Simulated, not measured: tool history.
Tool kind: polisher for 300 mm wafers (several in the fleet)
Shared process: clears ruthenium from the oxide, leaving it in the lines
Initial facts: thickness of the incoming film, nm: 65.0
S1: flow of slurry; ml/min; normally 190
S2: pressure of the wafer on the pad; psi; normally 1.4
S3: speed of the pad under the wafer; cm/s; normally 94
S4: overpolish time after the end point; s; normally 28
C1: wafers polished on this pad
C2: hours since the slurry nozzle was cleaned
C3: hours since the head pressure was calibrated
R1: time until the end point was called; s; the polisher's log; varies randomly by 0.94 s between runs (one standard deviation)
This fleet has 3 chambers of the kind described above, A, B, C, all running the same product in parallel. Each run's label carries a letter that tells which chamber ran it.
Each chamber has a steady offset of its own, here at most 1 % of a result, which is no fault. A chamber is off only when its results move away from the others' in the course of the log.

run	hour	S1	S2	S3	S4	C1	C2	C3	R1
1B	6.8	190	1.4	94	28	553	598.4	675.2	97
2A	13.5	190	1.4	94	28	280	236.4	51.6	97.764
# hour 14.5: chamber C: worn pad replaced by a new one
3C	22.2	190	1.4	94	28	73	273.3	644	98.323
# hour 30.9: chamber B: slurry nozzle cleaned
4C	33.7	190	1.4	94	28	183	284.8	655.5	97.751
5A	43	190	1.4	74	28	563	265.9	81.1	123.97
6B	51.1	190	1.4	74	28	976	20.2	719.5	123.92
7B	58.9	190	1.4	74	28	1051	28	727.3	123.74
8A	64.7	190	1.4	94	28	770	287.6	102.8	95.464
9C	69.9	190	1.4	94	28	530	321	691.7	98.35
10B	75.9	190	1.4	94	28	1214	45	744.3	99.093
# hour 84.8: chamber A: worn pad replaced by a new one
11C	86.6	190	1.4	94	28	689	337.7	708.4	97.65
12A	96.1	190	1.4	94	28	108	319	134.2	97.424
13C	106.4	190	1.4	94	28	879	357.5	728.2	98.4
14A	113.8	190	1.1	94	34	277	336.7	151.9	120.33
15B	124.8	190	1.1	94	34	1681	93.9	793.2	127.97
# hour 132.4: chamber C: head pressure recalibrated
16B	134.1	190	1.1	94	34	1770	103.2	802.5	126.91
17C	141	190	1.4	94	28	1210	392.1	8.6	98.306
18A	150.2	190	1.4	94	28	625	373.1	188.3	97.193
19A	157	190	1.4	94	28	690	379.9	195.1	95.78
# hour 160.4: chamber C: worn pad replaced by a new one
20B	168.1	245	1.7	94	28	2096	137.2	836.5	81.492
# hour 171.1: chamber A: worn pad replaced by a new one
21C	176.2	245	1.7	94	28	151	427.3	43.8	78.722
22B	184.8	245	1.7	94	28	2255	153.9	853.2	83.279
23C	189.9	250	1.6	94	28	282	441	57.5	81.146
24A	196.7	250	1.6	94	28	245	419.6	234.8	83.215
25C	206.7	250	1.6	94	28	443	457.8	74.3	82.37
26B	218	190	1.4	94	28	2573	187.1	886.4	105.51
27A	227	140	1.4	94	28	535	449.9	265.1	101.51
28C	232.8	140	1.4	94	28	692	483.9	100.4	103.14
29A	238.9	140	1.4	94	28	649	461.8	277	102.01

Decide between three cases: one chamber stands off from its peers, the gauge reading all wafers drifts, or nothing is wrong past each chamber's small offset. Where a chamber is off, say which and what most likely put it there.

Chamber B drifts away from the others.
Likeliest cause: removal rate lost through wear of the pad, % = 10.3.
Not necessarily distinguishable in this log from: head's pressure below its setpoint, %.

Chamber B could run next with any of the 4 candidate recipes listed below; each alters the usual settings, and their results appear as question marks. Which one brings its results back in line with what the other chambers deliver on the usual settings?
To be in line, a result may differ from the other chambers' mean on the usual settings by at most: R1 3.3 s
30B-1	247.3	190	1.4	112	28				?
30B-2	247.3	115	1.4	94	28				?
30B-3	247.3	185	1.4	78	28				?
30B-4	247.3	195	1.4	102	28				?

What the other chambers average on the usual settings: R1 97.383 s
run	R1
30B-1	89.723
30B-2	117.07
30B-3	129.37
30B-4	98.173
30B-4 brings the chamber back in line.
